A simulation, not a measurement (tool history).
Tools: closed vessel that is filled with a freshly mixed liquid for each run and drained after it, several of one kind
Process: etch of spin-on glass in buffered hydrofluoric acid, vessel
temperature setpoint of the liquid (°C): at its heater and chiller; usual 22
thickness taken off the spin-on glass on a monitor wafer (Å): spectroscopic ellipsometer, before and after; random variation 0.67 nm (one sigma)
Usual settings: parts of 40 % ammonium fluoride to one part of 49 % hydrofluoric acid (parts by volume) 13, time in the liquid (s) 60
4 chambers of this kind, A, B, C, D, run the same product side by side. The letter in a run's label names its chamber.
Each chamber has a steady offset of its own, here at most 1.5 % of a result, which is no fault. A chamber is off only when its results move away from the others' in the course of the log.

run     day  temperature setpoint of the liquid (°C)  parts of 40 % ammonium fluoride to one part of 49 % hydrofluoric acid (parts by volume)  time in the liquid (s)  read-back film thickness of the spin-on glass reference wafer, read on the same gauge (nm)  thickness taken off the spin-on glass on a monitor wafer (Å)
 1B   0.479                                       22                                                                                       13                      60                                                                                      120.00                                                        1400.2
 2C   0.996                                       22                                                                                       13                      60                                                                                      120.03                                                        1411.2
 3A   1.529                                       22                                                                                       13                      60                                                                                      119.97                                                        1403.8
 4D   1.846                                       22                                                                                       13                      60                                                                                      119.98                                                        1400.2
 5B   2.108                                       22                                                                                       13                      60                                                                                      120.01                                                        1395.2
 6A   2.583                                       22                                                                                       13                      60                                                                                      119.98                                                        1402.4
 7C   3.017                                       22                                                                                       13                      60                                                                                      120.00                                                        1397.0
 8D   3.362                                       22                                                                                       13                      60                                                                                      119.99                                                        1410.7
 9A   3.721                                       22                                                                                       13                      60                                                                                      120.01                                                        1410.3
10C   3.975                                       22                                                                                       13                      60                                                                                      119.97                                                        1400.9
11B   4.258                                       22                                                                                       13                      60                                                                                      120.01                                                        1382.8
12D   4.704                                       22                                                                                       13                      60                                                                                      119.99                                                        1407.9
      5.038  -- chamber C: hydrofluoric acid flow meter replaced
13C   5.154                                       22                                                                                       13                      60                                                                                      120.02                                                        1418.0
14B   5.404                                       22                                                                                       13                      60                                                                                      120.00                                                        1402.0
15A   5.917                                       22                                                                                       15                      60                                                                                      119.99                                                        1223.5
16D   6.250                                       22                                                                                       15                      60                                                                                      120.00                                                        1223.1
17D   6.750                                       22                                                                                       15                      60                                                                                      119.99                                                        1233.4
18A   7.208                                       22                                                                                       15                      60                                                                                      119.99                                                        1229.2
19C   7.646                                       22                                                                                       13                      60                                                                                      120.00                                                        1406.0
20B   7.979                                       22                                                                                       13                      60                                                                                      119.99                                                        1401.6
21C   8.275                                       22                                                                                       13                      60                                                                                      120.01                                                        1391.8
22D   8.633                                       22                                                                                       13                      60                                                                                      120.01                                                        1417.2
      8.975  -- chamber B: thermometer replaced
23A   9.171                                       22                                                                                       13                      60                                                                                      120.03                                                        1418.1
24B   9.425                                       22                                                                                       13                      60                                                                                      120.00                                                        1394.6
      9.975  -- chamber D: hydrofluoric acid flow meter replaced
25C   9.979                                       22                                                                                       13                      60                                                                                      119.98                                                        1407.2
26D  10.338                                       18                                                                                       13                      60                                                                                      120.01                                                        1121.9

All 4 chambers run these settings next. Forecast each chamber's results:
27A  10.738                                       22                                                                                       13                      60                                                                                                                                                         ?
27B  10.738                                       22                                                                                       13                      60                                                                                                                                                         ?
27C  10.738                                       22                                                                                       13                      60                                                                                                                                                         ?
27D  10.738                                       22                                                                                       13                      60                                                                                                                                                         ?

run  thickness taken off the spin-on glass on a monitor wafer (Å)
27A                                                        1409.3
27B                                                        1401.9
27C                                                        1407.2
27D                                                        1402.6
